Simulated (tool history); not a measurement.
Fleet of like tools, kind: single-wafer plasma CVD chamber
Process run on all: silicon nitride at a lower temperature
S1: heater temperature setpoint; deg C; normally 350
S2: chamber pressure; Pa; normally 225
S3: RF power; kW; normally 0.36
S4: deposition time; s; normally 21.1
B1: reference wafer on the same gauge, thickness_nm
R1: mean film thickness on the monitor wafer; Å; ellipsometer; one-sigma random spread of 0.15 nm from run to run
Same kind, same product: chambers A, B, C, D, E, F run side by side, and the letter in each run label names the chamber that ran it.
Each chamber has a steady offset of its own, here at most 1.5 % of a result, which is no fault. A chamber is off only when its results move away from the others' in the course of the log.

{"run": "1E", "hour": 3.6, "S1": 350, "S2": 225, "S3": 0.36, "S4": 21.1, "B1": 32.569, "R1": 283.8}
{"run": "2A", "hour": 6.4, "S1": 350, "S2": 225, "S3": 0.36, "S4": 21.1, "B1": 32.577, "R1": 283.13}
{"run": "3D", "hour": 10.9, "S1": 350, "S2": 225, "S3": 0.36, "S4": 21.1, "B1": 32.588, "R1": 287.54}
{"run": "4F", "hour": 13.5, "S1": 350, "S2": 225, "S3": 0.36, "S4": 21.1, "B1": 32.631, "R1": 282.23}
{"run": "5B", "hour": 17.4, "S1": 350, "S2": 225, "S3": 0.36, "S4": 21.1, "B1": 32.584, "R1": 281.38}
{"run": "6C", "hour": 21.7, "S1": 350, "S2": 225, "S3": 0.36, "S4": 21.1, "B1": 32.555, "R1": 287.18}
{"run": "7A", "hour": 24.9, "S1": 350, "S2": 225, "S3": 0.36, "S4": 21.1, "B1": 32.609, "R1": 281.55}
{"run": "8E", "hour": 27.3, "S1": 350, "S2": 225, "S3": 0.36, "S4": 21.1, "B1": 32.559, "R1": 281.42}
{"run": "9F", "hour": 32.0, "S1": 338, "S2": 225, "S3": 0.36, "S4": 21.1, "B1": 32.632, "R1": 282.31}
{"run": "10D", "hour": 37.4, "S1": 338, "S2": 225, "S3": 0.36, "S4": 21.1, "B1": 32.586, "R1": 288.16}
{"run": "11B", "hour": 40.5, "S1": 338, "S2": 225, "S3": 0.36, "S4": 21.1, "B1": 32.616, "R1": 282.2}
{"run": "12C", "hour": 43.2, "S1": 338, "S2": 225, "S3": 0.36, "S4": 21.1, "B1": 32.566, "R1": 287.44}
{"run": "13B", "hour": 45.6, "S1": 338, "S2": 225, "S3": 0.36, "S4": 21.1, "B1": 32.578, "R1": 285.26}
{"run": "14A", "hour": 48.4, "S1": 338, "S2": 225, "S3": 0.36, "S4": 21.1, "B1": 32.571, "R1": 281.14}
{"run": "15F", "hour": 51.4, "S1": 350, "S2": 225, "S3": 0.36, "S4": 21.1, "B1": 32.625, "R1": 278.37}
{"hour": 53.4, "done": "chamber A: thermocouple changed; heater temperature recalibrated"}
{"run": "16E", "hour": 53.8, "S1": 350, "S2": 225, "S3": 0.36, "S4": 21.1, "B1": 32.61, "R1": 282.5}
{"run": "17C", "hour": 57.9, "S1": 350, "S2": 225, "S3": 0.36, "S4": 21.1, "B1": 32.616, "R1": 284.02}
{"run": "18D", "hour": 62.0, "S1": 350, "S2": 225, "S3": 0.36, "S4": 21.1, "B1": 32.596, "R1": 287.58}
{"run": "19E", "hour": 65.7, "S1": 350, "S2": 225, "S3": 0.36, "S4": 21.1, "B1": 32.648, "R1": 284.52}
{"run": "20F", "hour": 70.2, "S1": 350, "S2": 225, "S3": 0.36, "S4": 21.1, "B1": 32.65, "R1": 281.62}
{"run": "21A", "hour": 73.9, "S1": 350, "S2": 225, "S3": 0.36, "S4": 21.1, "B1": 32.605, "R1": 281.16}
{"run": "22B", "hour": 77.2, "S1": 350, "S2": 225, "S3": 0.36, "S4": 21.1, "B1": 32.613, "R1": 285.09}
{"run": "23C", "hour": 79.6, "S1": 350, "S2": 225, "S3": 0.36, "S4": 21.1, "B1": 32.608, "R1": 283.1}
{"run": "24D", "hour": 84.6, "S1": 350, "S2": 225, "S3": 0.36, "S4": 21.1, "B1": 32.581, "R1": 289.2}
{"hour": 84.7, "done": "chamber A: RF generator calibrated"}
{"run": "25F", "hour": 89.1, "S1": 350, "S2": 225, "S3": 0.36, "S4": 21.1, "B1": 32.58, "R1": 282.31}
{"run": "26E", "hour": 93.3, "S1": 350, "S2": 200, "S3": 0.36, "S4": 21.1, "B1": 32.61, "R1": 275.38}
{"run": "27C", "hour": 97.4, "S1": 350, "S2": 200, "S3": 0.36, "S4": 21.1, "B1": 32.595, "R1": 269.35}
{"run": "28B", "hour": 100.6, "S1": 350, "S2": 200, "S3": 0.36, "S4": 21.1, "B1": 32.567, "R1": 274.01}
{"run": "29A", "hour": 105.5, "S1": 350, "S2": 200, "S3": 0.36, "S4": 21.1, "B1": 32.633, "R1": 275.39}
{"run": "30D", "hour": 107.8, "S1": 350, "S2": 200, "S3": 0.36, "S4": 21.1, "B1": 32.624, "R1": 276.5}
{"run": "31C", "hour": 111.2, "S1": 350, "S2": 200, "S3": 0.36, "S4": 21.1, "B1": 32.58, "R1": 270.62}
{"run": "32A", "hour": 116.4, "S1": 350, "S2": 225, "S3": 0.36, "S4": 21.1, "B1": 32.613, "R1": 282.49}
{"run": "33D", "hour": 120.6, "S1": 350, "S2": 225, "S3": 0.36, "S4": 21.1, "B1": 32.561, "R1": 286.02}
{"run": "34F", "hour": 124.1, "S1": 350, "S2": 225, "S3": 0.36, "S4": 21.1, "B1": 32.59, "R1": 284.19}
{"run": "35E", "hour": 127.7, "S1": 350, "S2": 225, "S3": 0.36, "S4": 21.1, "B1": 32.618, "R1": 282.43}
{"run": "36B", "hour": 132.6, "S1": 350, "S2": 225, "S3": 0.36, "S4": 21.1, "B1": 32.6, "R1": 284.35}
{"run": "37D", "hour": 136.4, "S1": 350, "S2": 225, "S3": 0.36, "S4": 21.1, "B1": 32.586, "R1": 287.95}
{"run": "38F", "hour": 138.7, "S1": 350, "S2": 225, "S3": 0.36, "S4": 21.1, "B1": 32.595, "R1": 282.9}

All chambers now run identical settings, listed one chamber a line with results as question marks. What results will each chamber show?
{"run": "39A", "hour": 142.6, "S1": 350, "S2": 225, "S3": 0.36, "S4": 21.1, "R1": "?"}
{"run": "39B", "hour": 142.6, "S1": 350, "S2": 225, "S3": 0.36, "S4": 21.1, "R1": "?"}
{"run": "39C", "hour": 142.6, "S1": 350, "S2": 225, "S3": 0.36, "S4": 21.1, "R1": "?"}
{"run": "39D", "hour": 142.6, "S1": 350, "S2": 225, "S3": 0.36, "S4": 21.1, "R1": "?"}
{"run": "39E", "hour": 142.6, "S1": 350, "S2": 225, "S3": 0.36, "S4": 21.1, "R1": "?"}
{"run": "39F", "hour": 142.6, "S1": 350, "S2": 225, "S3": 0.36, "S4": 21.1, "R1": "?"}

run=39A R1=279.78
run=39B R1=282.14
run=39C R1=277.83
run=39D R1=288.5
run=39E R1=282.44
run=39F R1=283.46
